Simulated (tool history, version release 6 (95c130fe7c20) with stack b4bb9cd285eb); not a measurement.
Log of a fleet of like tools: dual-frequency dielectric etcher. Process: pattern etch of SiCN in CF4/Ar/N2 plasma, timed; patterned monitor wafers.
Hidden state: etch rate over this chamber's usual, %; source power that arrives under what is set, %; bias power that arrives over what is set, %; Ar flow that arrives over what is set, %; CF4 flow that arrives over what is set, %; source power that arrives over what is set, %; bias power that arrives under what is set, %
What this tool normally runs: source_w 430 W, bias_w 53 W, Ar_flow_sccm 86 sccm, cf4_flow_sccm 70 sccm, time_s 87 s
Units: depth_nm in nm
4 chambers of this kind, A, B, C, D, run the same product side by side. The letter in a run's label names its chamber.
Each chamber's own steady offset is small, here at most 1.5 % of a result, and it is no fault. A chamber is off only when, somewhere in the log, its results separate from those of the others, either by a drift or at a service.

run,day,source_w,bias_w,Ar_flow_sccm,cf4_flow_sccm,time_s,hours since the last wet clean,hours since the last source power generator calibration,hours since the last bias power generator calibration,hours since the last Ar flow controller change,hours since the last CF4 flow controller change,"read-back reference wafer on the same gauge, depth_nm",depth_nm
1C,0.258,430,53,86,70,87,278.5,960,459.8,1003,1371,56.914,66.64
2A,0.662,430,53,86,70,87,512.5,1752.8,1321.8,179.8,1756,56.916,66.472
# day 0.712: chamber D: wet clean of the chamber
3D,1.079,430,53,86,70,87,8.9,1739.7,1299.2,1286,729.4,56.935,66.429
4B,1.492,430,53,86,70,87,395.1,2046.2,790.6,2228.9,4246,56.95,65.984
5C,1.842,430,53,86,70,87,316.5,998,497.8,1041,1409,56.963,66.843
6B,2.117,430,53,86,70,87,410.1,2061.2,805.6,2243.9,4261,56.943,66.076
7D,2.529,430,53,86,70,87,43.7,1774.5,1334,1320.8,764.2,56.963,66.804
8A,2.775,430,53,86,70,87,563.2,1803.5,1372.5,230.5,1806.7,56.96,66.133
9A,3.017,430,53,86,70,87,569,1809.3,1378.3,236.3,1812.5,56.977,66.353
10B,3.229,460,53,76,70,87,436.8,2087.9,832.3,2270.6,4287.7,56.98,71.309
11C,3.667,460,53,76,70,87,360.3,1041.8,541.6,1084.8,1452.8,56.998,72.498
12D,3.971,460,53,76,70,87,78.3,1809.1,1368.6,1355.4,798.8,56.967,72.178
13D,4.267,460,53,76,70,87,85.4,1816.2,1375.7,1362.5,805.9,56.985,72.458
14C,4.679,430,53,86,70,87,384.6,1066.1,565.9,1109.1,1477.1,56.992,66.721
# day 4.692: chamber B: wet clean of the chamber
15A,5.079,430,53,86,70,87,618.5,1858.8,1427.8,285.8,1862,57.028,66.435
16B,5.329,430,53,86,70,87,15.4,2138.3,882.7,2321,4338.1,57.029,65.927
# day 5.342: chamber A: wet clean of the chamber
17A,5.642,430,53,86,70,87,7.2,1872.3,1441.3,299.3,1875.5,57.019,66.543
18D,5.933,430,53,86,70,87,125.4,1856.2,1415.7,1402.5,845.9,57.056,66.745
19B,6.342,430,53,69,80,87,39.7,2162.6,907,2345.3,4362.4,57.084,69.675
20C,6.658,430,53,69,80,87,432.1,1113.6,613.4,1156.6,1524.6,57.059,70.415
21B,6.958,430,53,69,80,87,54.5,2177.4,921.8,2360.1,4377.2,57.071,69.533
22A,7.35,430,53,69,80,87,48.2,1913.3,1482.3,340.3,1916.5,57.068,69.966
23C,7.633,430,53,86,70,87,455.5,1137,636.8,1180,1548,57.079,66.916
24D,7.875,430,53,86,70,87,172,1902.8,1462.3,1449.1,892.5,57.097,66.886
25C,8.275,330,53,86,70,87,470.9,1152.4,652.2,1195.4,1563.4,57.082,52.618
26A,8.638,330,53,86,70,87,79.1,1944.2,1513.2,371.2,1947.4,57.123,52.926
27B,9.029,330,53,86,70,87,104.2,2227.1,971.5,2409.8,4426.9,57.128,52.092
28D,9.446,330,53,86,70,87,209.7,1940.5,1500,1486.8,930.2,57.123,52.688
29B,9.654,430,53,86,70,87,119.2,2242.1,986.5,2424.8,4441.9,57.138,66.231
30A,10.008,430,53,94,70,87,112,1977.1,1546.1,404.1,1980.3,57.135,65.652
31C,10.221,430,53,94,70,87,517.6,1199.1,698.9,1242.1,1610.1,57.172,65.959
32D,10.425,430,53,94,70,87,233.2,1964,1523.5,1510.3,953.7,57.149,65.949
33B,10.779,430,53,94,70,87,146.2,2269.1,1013.5,2451.8,4468.9,57.153,65.319
# day 10.892: chamber C: wet clean of the chamber
34A,10.992,430,53,86,70,87,135.6,2000.7,1569.7,427.7,2003.9,57.161,66.668
35C,11.221,430,53,86,70,87,7.9,1223.1,722.9,1266.1,1634.1,57.151,66.982
# day 11.292: chamber A: bias power generator calibrated
36D,11.65,430,53,86,70,87,262.6,1993.4,1552.9,1539.7,983.1,57.184,66.956
37D,11.917,430,53,86,70,87,269,1999.8,1559.3,1546.1,989.5,57.175,66.898
38B,12.283,430,53,86,70,87,182.3,2305.2,1049.6,2487.9,4505,57.163,66.234
39C,12.725,430,53,86,70,87,44,1259.2,759,1302.2,1670.2,57.181,67.066
40A,13.121,430,53,86,70,87,186.7,2051.8,43.9,478.8,2055,57.208,66.714
41D,13.471,430,53,86,70,87,306.3,2037.1,1596.6,1583.4,1026.8,57.214,67.073
42B,13.883,430,53,86,70,87,220.7,2343.6,1088,2526.3,4543.4,57.236,66.384
43C,14.112,430,53,86,70,87,77.3,1292.5,792.3,1335.5,1703.5,57.257,67.108
44A,14.342,430,53,86,70,87,216,2081.1,73.2,508.1,2084.3,57.266,66.821

For the next run the whole fleet of 4 chambers uses the same settings. Give each chamber's results:
45A,14.658,430,53,86,70,68,,,,,,,?
45B,14.658,430,53,86,70,68,,,,,,,?
45C,14.658,430,53,86,70,68,,,,,,,?
45D,14.658,430,53,86,70,68,,,,,,,?

run,depth_nm
45A,52.072
45B,51.84
45C,52.456
45D,52.438
